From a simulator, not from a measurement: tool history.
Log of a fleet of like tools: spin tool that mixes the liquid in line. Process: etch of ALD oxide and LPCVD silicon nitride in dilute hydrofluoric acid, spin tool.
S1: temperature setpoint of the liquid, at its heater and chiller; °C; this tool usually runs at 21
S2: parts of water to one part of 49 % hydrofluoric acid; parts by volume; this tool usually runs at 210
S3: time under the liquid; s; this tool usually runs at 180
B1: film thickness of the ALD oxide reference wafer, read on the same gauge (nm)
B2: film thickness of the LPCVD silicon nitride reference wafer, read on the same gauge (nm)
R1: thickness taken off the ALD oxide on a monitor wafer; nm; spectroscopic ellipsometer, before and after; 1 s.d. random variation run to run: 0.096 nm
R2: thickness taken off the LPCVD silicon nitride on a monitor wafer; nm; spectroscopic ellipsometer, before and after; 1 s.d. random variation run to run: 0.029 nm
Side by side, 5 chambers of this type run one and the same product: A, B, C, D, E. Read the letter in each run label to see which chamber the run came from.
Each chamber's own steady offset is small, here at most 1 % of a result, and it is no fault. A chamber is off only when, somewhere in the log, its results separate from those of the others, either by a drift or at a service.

run 1A hour=10.8 | S1=21 S2=210 S3=180 | B1=40.002 B2=39.968 | R1=10.418 R2=0.31533
run 2E hour=20 | S1=21 S2=210 S3=180 | B1=39.994 B2=39.989 | R1=10.755 R2=0.3346
run 3C hour=29 | S1=21 S2=210 S3=180 | B1=39.977 B2=40.017 | R1=10.568 R2=0.23071
run 4D hour=36.4 | S1=21 S2=210 S3=180 | B1=39.969 B2=40.015 | R1=10.678 R2=0.29524
run 5B hour=47.6 | S1=21 S2=210 S3=180 | B1=40.009 B2=40.014 | R1=10.537 R2=0.28469
run 6D hour=60.3 | S1=21 S2=210 S3=180 | B1=40.004 B2=40.007 | R1=10.852 R2=0.32362
run 7A hour=66.9 | S1=21 S2=210 S3=180 | B1=39.998 B2=39.95 | R1=10.641 R2=0.31496
run 8B hour=76.5 | S1=17 S2=140 S3=180 | B1=39.993 B2=39.974 | R1=14.433 R2=0.3496
run 9E hour=82.7 | S1=17 S2=140 S3=180 | B1=39.996 B2=39.994 | R1=14.668 R2=0.36786
run 10C hour=89.7 | S1=17 S2=140 S3=180 | B1=39.977 B2=39.987 | R1=14.649 R2=0.41003
run 11D hour=100.1 | S1=17 S2=140 S3=180 | B1=39.984 B2=39.972 | R1=14.845 R2=0.38104
run 12B hour=109.2 | S1=17 S2=140 S3=180 | B1=40.003 B2=40.057 | R1=14.522 R2=0.37919
run 13C hour=117.2 | S1=21 S2=210 S3=180 | B1=39.975 B2=40.021 | R1=10.555 R2=0.28562
run 14E hour=126.5 | S1=21 S2=210 S3=180 | B1=39.983 B2=39.992 | R1=10.869 R2=0.32736
run 15A hour=140.3 | S1=21 S2=210 S3=180 | B1=39.961 B2=39.981 | R1=10.612 R2=0.3131
run 16D hour=147.4 | S1=21 S2=210 S3=180 | B1=39.978 B2=40.053 | R1=11.123 R2=0.31216
run 17A hour=159.8 | S1=21 S2=210 S3=180 | B1=40.034 B2=40.022 | R1=10.491 R2=0.32199
run 18E hour=168.7 | S1=21 S2=210 S3=180 | B1=39.988 B2=40.002 | R1=10.698 R2=0.35649
run 19C hour=179 | S1=25.5 S2=210 S3=280 | B1=40.034 B2=39.987 | R1=19.566 R2=0.69011
run 20B hour=192.7 | S1=25.5 S2=210 S3=280 | B1=39.985 B2=40.002 | R1=19.365 R2=0.63673
run 21E hour=203.9 | S1=25.5 S2=210 S3=280 | B1=40.039 B2=40.002 | R1=19.364 R2=0.58669
run 22C hour=211 | S1=25.5 S2=210 S3=280 | B1=39.983 B2=40.008 | R1=19.478 R2=0.62652
run 23A hour=217.9 | S1=25.5 S2=210 S3=280 | B1=39.998 B2=40.012 | R1=19.677 R2=0.64827
run 24D hour=228.6 | S1=21 S2=210 S3=180 | B1=40.042 B2=40.023 | R1=11.201 R2=0.2922
-- hour=236.8 chamber D: thermometer replaced
run 25B hour=241.2 | S1=21 S2=210 S3=180 | B1=39.966 B2=39.991 | R1=10.685 R2=0.24534
run 26B hour=248.1 | S1=21 S2=155 S3=180 | B1=40.014 B2=40.023 | R1=15.175 R2=0.38928
run 27C hour=260.1 | S1=21 S2=155 S3=180 | B1=39.981 B2=40.033 | R1=15.063 R2=0.41121
run 28D hour=274.1 | S1=21 S2=155 S3=180 | B1=39.972 B2=40.007 | R1=16.152 R2=0.45421
run 29A hour=285.6 | S1=21 S2=155 S3=180 | B1=39.996 B2=39.982 | R1=15.237 R2=0.37978
run 30E hour=299.5 | S1=21 S2=155 S3=180 | B1=39.989 B2=40.002 | R1=15.426 R2=0.42623
run 31D hour=309 | S1=21 S2=210 S3=180 | B1=39.996 B2=39.987 | R1=11.271 R2=0.32518
run 32A hour=320.7 | S1=21 S2=210 S3=180 | B1=39.988 B2=39.955 | R1=10.685 R2=0.2976
run 33C hour=332.4 | S1=21 S2=210 S3=180 | B1=39.959 B2=39.975 | R1=10.711 R2=0.33023
run 34B hour=339.1 | S1=21 S2=210 S3=180 | B1=40.022 B2=39.967 | R1=10.65 R2=0.33198
run 35E hour=347.9 | S1=21 S2=210 S3=180 | B1=40.009 B2=39.979 | R1=10.729 R2=0.32209
run 36D hour=361.8 | S1=21 S2=210 S3=230 | B1=39.996 B2=39.973 | R1=14.467 R2=0.45037

All 5 chambers run these settings next. Forecast each chamber's results:
run 37A hour=371.8 | S1=21 S2=210 S3=180 | R1=? R2=?
run 37B hour=371.8 | S1=21 S2=210 S3=180 | R1=? R2=?
run 37C hour=371.8 | S1=21 S2=210 S3=180 | R1=? R2=?
run 37D hour=371.8 | S1=21 S2=210 S3=180 | R1=? R2=?
run 37E hour=371.8 | S1=21 S2=210 S3=180 | R1=? R2=?

run=37A R1=10.721 R2=0.28525
run=37B R1=10.479 R2=0.30463
run=37C R1=10.728 R2=0.28559
run=37D R1=11.747 R2=0.30491
run=37E R1=10.604 R2=0.34982
